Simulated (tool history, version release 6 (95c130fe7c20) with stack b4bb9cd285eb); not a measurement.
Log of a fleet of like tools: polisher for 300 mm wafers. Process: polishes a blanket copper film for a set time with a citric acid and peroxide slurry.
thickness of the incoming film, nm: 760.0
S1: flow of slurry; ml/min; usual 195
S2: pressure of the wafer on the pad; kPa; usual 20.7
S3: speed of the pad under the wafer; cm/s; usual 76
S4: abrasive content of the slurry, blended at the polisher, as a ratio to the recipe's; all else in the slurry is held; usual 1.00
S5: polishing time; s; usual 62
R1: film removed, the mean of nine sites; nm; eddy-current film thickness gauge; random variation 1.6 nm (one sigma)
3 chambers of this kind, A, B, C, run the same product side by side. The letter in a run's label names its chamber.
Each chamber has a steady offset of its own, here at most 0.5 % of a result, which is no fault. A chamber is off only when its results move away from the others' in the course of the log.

run	hour	S1	S2	S3	S4	S5	R1
# hour 0.5: chamber A: worn pad replaced by a new one
1A	10.3	195	20.7	76	1.00	62	128.170
2B	20.0	195	20.7	76	1.00	62	126.710
3C	32.0	195	20.7	76	1.00	62	126.290
4B	44.9	195	20.7	76	1.00	62	128.680
# hour 50.0: chamber C: worn pad replaced by a new one
5A	53.3	195	20.7	76	1.00	62	123.380
# hour 56.5: chamber B: worn pad replaced by a new one
# hour 59.9: chamber A: slurry nozzle cleaned
# hour 61.1: chamber C: head pressure recalibrated
6C	61.6	195	20.7	76	1.00	44	87.570
7C	73.0	195	20.7	76	1.00	44	90.312
8A	83.7	195	20.7	76	1.00	44	88.805
# hour 93.0: chamber A: worn pad replaced by a new one
9B	95.5	195	20.7	76	1.00	62	128.710
10B	102.5	195	20.7	76	1.00	62	125.210
11A	110.8	195	25.5	76	1.00	62	156.930
12C	120.7	195	25.5	76	1.00	62	151.950
# hour 121.8: chamber C: worn pad replaced by a new one
# hour 123.3: chamber C: slurry nozzle cleaned
13C	132.7	195	25.5	76	1.00	62	151.940
14B	143.6	195	20.7	76	1.00	62	124.290
# hour 145.8: chamber B: worn pad replaced by a new one
15A	152.7	195	20.7	76	1.00	62	127.520
# hour 160.3: chamber C: slurry blender recalibrated
16B	166.2	195	20.7	76	1.00	62	123.150
17C	177.3	195	20.7	76	1.00	62	128.150
18A	184.4	135	20.7	76	1.00	73	140.010
# hour 189.5: chamber A: worn pad replaced by a new one
19C	190.5	135	20.7	76	1.00	73	137.770
20B	199.1	135	20.7	76	1.00	73	135.560
# hour 203.5: chamber C: worn pad replaced by a new one
21A	212.1	195	20.7	76	1.00	62	126.900
# hour 222.2: chamber B: worn pad replaced by a new one
22C	223.2	195	20.7	76	1.00	62	127.060
23B	234.6	195	20.7	76	1.00	62	120.870
# hour 243.2: chamber B: slurry blender recalibrated
24A	247.6	195	20.7	76	1.00	62	125.970
# hour 253.4: chamber A: slurry blender recalibrated
25A	258.6	195	20.7	76	1.00	62	127.170
26C	265.9	195	20.7	76	0.85	80	156.460
27B	273.8	195	20.7	76	0.85	80	151.330
28B	280.7	195	20.7	76	0.85	80	152.840
# hour 283.3: chamber A: worn pad replaced by a new one
# hour 286.9: chamber A: head pressure recalibrated
# hour 290.0: chamber C: worn pad replaced by a new one
29C	291.9	195	20.7	76	1.00	62	126.080
30A	301.8	195	20.7	76	1.20	72	151.520
31B	310.9	195	20.7	76	1.20	72	145.810
32A	323.6	195	20.7	76	1.20	72	152.340
33C	333.4	195	20.7	76	1.00	62	127.710
34A	342.5	195	20.7	76	1.00	62	127.180

What goes on in this fleet: one chamber off, a drifting gauge, or nothing beyond the chambers' own small offsets? Name the chamber and the cause, if any.

Chamber B drifts away from the others.
Cause: slurry flow missing at the pad, % = 34.7.
The log may not tell that from: head's pressure below its setpoint, %.

Here are 4 candidates for chamber B's next run, each the usual settings with a change, their results left as question marks. Which one brings its results back in line with what the others give on the usual settings?
In line means no further than this from the other chambers' mean on the usual settings: R1 5.700 nm
35B-1	352.5	195	21.4	78	1.00	63	?
35B-2	352.5	190	19.3	76	1.00	57	?
35B-3	352.5	190	20.7	72	1.00	62	?
35B-4	352.5	195	24.1	76	1.00	62	?

The other chambers' mean on the usual settings: R1 125.840 nm
run	R1
35B-1	126.700
35B-2	100.710
35B-3	111.060
35B-4	136.790
35B-1 brings the chamber back in line.
